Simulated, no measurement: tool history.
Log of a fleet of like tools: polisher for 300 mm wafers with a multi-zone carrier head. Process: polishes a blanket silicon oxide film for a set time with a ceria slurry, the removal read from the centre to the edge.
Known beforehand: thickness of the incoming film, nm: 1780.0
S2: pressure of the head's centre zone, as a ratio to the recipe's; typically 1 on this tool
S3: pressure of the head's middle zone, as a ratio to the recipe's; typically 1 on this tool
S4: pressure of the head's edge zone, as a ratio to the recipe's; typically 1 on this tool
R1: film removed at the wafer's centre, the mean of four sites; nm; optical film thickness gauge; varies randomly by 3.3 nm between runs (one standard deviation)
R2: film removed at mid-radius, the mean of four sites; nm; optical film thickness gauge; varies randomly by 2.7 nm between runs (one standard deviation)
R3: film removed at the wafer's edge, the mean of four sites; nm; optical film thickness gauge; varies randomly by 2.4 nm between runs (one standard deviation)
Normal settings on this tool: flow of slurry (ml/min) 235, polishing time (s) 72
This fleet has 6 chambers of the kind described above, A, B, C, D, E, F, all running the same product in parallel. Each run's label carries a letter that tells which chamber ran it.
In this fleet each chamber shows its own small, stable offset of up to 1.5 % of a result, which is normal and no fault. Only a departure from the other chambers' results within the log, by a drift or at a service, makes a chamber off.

{"hour": 0.6, "done": "chamber E: worn pad replaced by a new one"}
{"run": "1C", "hour": 2.7, "flow of slurry (ml/min)": 235, "S2": 1, "S3": 1, "S4": 1, "polishing time (s)": 72, "R1": 240.36, "R2": 252.01, "R3": 253.45}
{"run": "2D", "hour": 5.0, "flow of slurry (ml/min)": 235, "S2": 1, "S3": 1, "S4": 1, "polishing time (s)": 72, "R1": 248.44, "R2": 251.52, "R3": 249.9}
{"run": "3E", "hour": 8.9, "flow of slurry (ml/min)": 235, "S2": 1, "S3": 1, "S4": 1, "polishing time (s)": 72, "R1": 246.47, "R2": 250.43, "R3": 252.33}
{"run": "4A", "hour": 11.4, "flow of slurry (ml/min)": 235, "S2": 1, "S3": 1, "S4": 1, "polishing time (s)": 72, "R1": 243.31, "R2": 244.57, "R3": 247.26}
{"hour": 14.0, "done": "chamber A: worn pad replaced by a new one"}
{"run": "5B", "hour": 15.6, "flow of slurry (ml/min)": 235, "S2": 1.1, "S3": 1, "S4": 0.9, "polishing time (s)": 72, "R1": 266.81, "R2": 244.1, "R3": 231.17}
{"run": "6F", "hour": 18.7, "flow of slurry (ml/min)": 235, "S2": 1.1, "S3": 1, "S4": 0.9, "polishing time (s)": 72, "R1": 280.57, "R2": 247.4, "R3": 235.64}
{"run": "7D", "hour": 21.6, "flow of slurry (ml/min)": 235, "S2": 1.1, "S3": 1, "S4": 0.9, "polishing time (s)": 72, "R1": 270.77, "R2": 249.98, "R3": 238.65}
{"run": "8E", "hour": 25.7, "flow of slurry (ml/min)": 235, "S2": 1.1, "S3": 1, "S4": 0.9, "polishing time (s)": 72, "R1": 274.56, "R2": 248.21, "R3": 234}
{"run": "9B", "hour": 28.5, "flow of slurry (ml/min)": 235, "S2": 1.1, "S3": 1, "S4": 0.9, "polishing time (s)": 72, "R1": 272.56, "R2": 247.02, "R3": 237.71}
{"run": "10F", "hour": 31.7, "flow of slurry (ml/min)": 235, "S2": 1.1, "S3": 1, "S4": 0.9, "polishing time (s)": 72, "R1": 271.88, "R2": 244.52, "R3": 233.41}
{"run": "11C", "hour": 34.8, "flow of slurry (ml/min)": 235, "S2": 1, "S3": 1, "S4": 1, "polishing time (s)": 72, "R1": 241.15, "R2": 249.72, "R3": 251.88}
{"run": "12A", "hour": 37.5, "flow of slurry (ml/min)": 235, "S2": 1, "S3": 1, "S4": 1, "polishing time (s)": 72, "R1": 250.81, "R2": 252.19, "R3": 249.62}
{"hour": 38.2, "done": "chamber F: worn pad replaced by a new one"}
{"run": "13F", "hour": 40.9, "flow of slurry (ml/min)": 235, "S2": 1, "S3": 1, "S4": 1, "polishing time (s)": 72, "R1": 243.92, "R2": 248.66, "R3": 252.67}
{"hour": 44.5, "done": "chamber E: worn pad replaced by a new one"}
{"run": "14A", "hour": 44.8, "flow of slurry (ml/min)": 235, "S2": 1, "S3": 1, "S4": 1, "polishing time (s)": 72, "R1": 240.79, "R2": 248.74, "R3": 250.92}
{"run": "15C", "hour": 48.2, "flow of slurry (ml/min)": 235, "S2": 1, "S3": 1, "S4": 1, "polishing time (s)": 72, "R1": 248.37, "R2": 248.74, "R3": 246.15}
{"run": "16E", "hour": 51.0, "flow of slurry (ml/min)": 235, "S2": 1, "S3": 1, "S4": 1, "polishing time (s)": 72, "R1": 250.11, "R2": 249.66, "R3": 250.02}
{"hour": 52.6, "done": "chamber F: centre zone pressure recalibrated"}
{"run": "17B", "hour": 55.0, "flow of slurry (ml/min)": 235, "S2": 1, "S3": 1, "S4": 1, "polishing time (s)": 72, "R1": 246.56, "R2": 246.96, "R3": 248.05}
{"run": "18D", "hour": 57.2, "flow of slurry (ml/min)": 235, "S2": 1, "S3": 1, "S4": 1, "polishing time (s)": 72, "R1": 247.37, "R2": 249.66, "R3": 249.3}
{"run": "19C", "hour": 60.3, "flow of slurry (ml/min)": 235, "S2": 1, "S3": 1, "S4": 1, "polishing time (s)": 86, "R1": 293.19, "R2": 292.17, "R3": 294.94}
{"run": "20D", "hour": 64.4, "flow of slurry (ml/min)": 235, "S2": 1, "S3": 1, "S4": 1, "polishing time (s)": 86, "R1": 306.86, "R2": 293.6, "R3": 294.78}
{"hour": 66.8, "done": "chamber C: worn pad replaced by a new one"}
{"run": "21B", "hour": 68.2, "flow of slurry (ml/min)": 235, "S2": 1, "S3": 1, "S4": 1, "polishing time (s)": 86, "R1": 287.52, "R2": 295.72, "R3": 295.81}
{"run": "22F", "hour": 70.4, "flow of slurry (ml/min)": 235, "S2": 1, "S3": 1, "S4": 1, "polishing time (s)": 86, "R1": 294.25, "R2": 298.29, "R3": 295.9}
{"run": "23A", "hour": 74.7, "flow of slurry (ml/min)": 235, "S2": 1, "S3": 1, "S4": 1, "polishing time (s)": 86, "R1": 293.88, "R2": 293.71, "R3": 296.23}
{"hour": 76.7, "done": "chamber F: worn pad replaced by a new one"}
{"run": "24E", "hour": 77.8, "flow of slurry (ml/min)": 235, "S2": 1, "S3": 1, "S4": 1, "polishing time (s)": 86, "R1": 292.24, "R2": 297.58, "R3": 295.97}
{"run": "25E", "hour": 81.5, "flow of slurry (ml/min)": 235, "S2": 1, "S3": 1, "S4": 1, "polishing time (s)": 72, "R1": 250.19, "R2": 251.56, "R3": 248.2}
{"hour": 85.9, "done": "chamber D: worn pad replaced by a new one"}
{"hour": 86.0, "done": "chamber E: worn pad replaced by a new one"}
{"run": "26D", "hour": 86.0, "flow of slurry (ml/min)": 235, "S2": 1, "S3": 1, "S4": 1, "polishing time (s)": 72, "R1": 249.87, "R2": 250.73, "R3": 247.14}
{"hour": 87.3, "done": "chamber A: worn pad replaced by a new one"}
{"run": "27C", "hour": 88.6, "flow of slurry (ml/min)": 235, "S2": 1, "S3": 1, "S4": 1, "polishing time (s)": 72, "R1": 245.92, "R2": 248.76, "R3": 247.84}
{"run": "28F", "hour": 91.7, "flow of slurry (ml/min)": 235, "S2": 1, "S3": 1, "S4": 1, "polishing time (s)": 72, "R1": 248.01, "R2": 245.94, "R3": 242.71}
{"hour": 95.7, "done": "chamber D: edge zone pressure recalibrated"}
{"hour": 95.8, "done": "chamber A: edge zone pressure recalibrated"}
{"run": "29A", "hour": 95.9, "flow of slurry (ml/min)": 235, "S2": 1, "S3": 1, "S4": 1, "polishing time (s)": 72, "R1": 246.35, "R2": 250.21, "R3": 250.6}
{"run": "30B", "hour": 98.2, "flow of slurry (ml/min)": 235, "S2": 1, "S3": 1, "S4": 1, "polishing time (s)": 72, "R1": 248.08, "R2": 249.78, "R3": 246.47}
{"run": "31E", "hour": 100.8, "flow of slurry (ml/min)": 235, "S2": 1, "S3": 1, "S4": 1, "polishing time (s)": 72, "R1": 246.97, "R2": 248.7, "R3": 247.7}
{"run": "32B", "hour": 102.8, "flow of slurry (ml/min)": 235, "S2": 1, "S3": 1, "S4": 1, "polishing time (s)": 72, "R1": 250.41, "R2": 246.2, "R3": 243.44}
{"run": "33D", "hour": 106.2, "flow of slurry (ml/min)": 235, "S2": 0.88, "S3": 1, "S4": 1.12, "polishing time (s)": 72, "R1": 218.29, "R2": 250.87, "R3": 263.75}
{"run": "34C", "hour": 109.7, "flow of slurry (ml/min)": 235, "S2": 0.88, "S3": 1, "S4": 1.12, "polishing time (s)": 72, "R1": 218.71, "R2": 249.44, "R3": 266.76}
{"run": "35A", "hour": 112.2, "flow of slurry (ml/min)": 235, "S2": 0.88, "S3": 1, "S4": 1.12, "polishing time (s)": 72, "R1": 217.49, "R2": 249.03, "R3": 264.48}
{"hour": 112.5, "done": "chamber F: worn pad replaced by a new one"}
{"run": "36F", "hour": 115.5, "flow of slurry (ml/min)": 235, "S2": 0.88, "S3": 1, "S4": 1.12, "polishing time (s)": 72, "R1": 211.15, "R2": 246.02, "R3": 260.46}

Which is it: a chamber that has drifted or been left off by a service, a gauge drift common to all chambers, or only each chamber's usual small offset? If a chamber is off, name it and its likeliest cause.

No chamber stands off beyond its own small offset, and the gauge holds steady.

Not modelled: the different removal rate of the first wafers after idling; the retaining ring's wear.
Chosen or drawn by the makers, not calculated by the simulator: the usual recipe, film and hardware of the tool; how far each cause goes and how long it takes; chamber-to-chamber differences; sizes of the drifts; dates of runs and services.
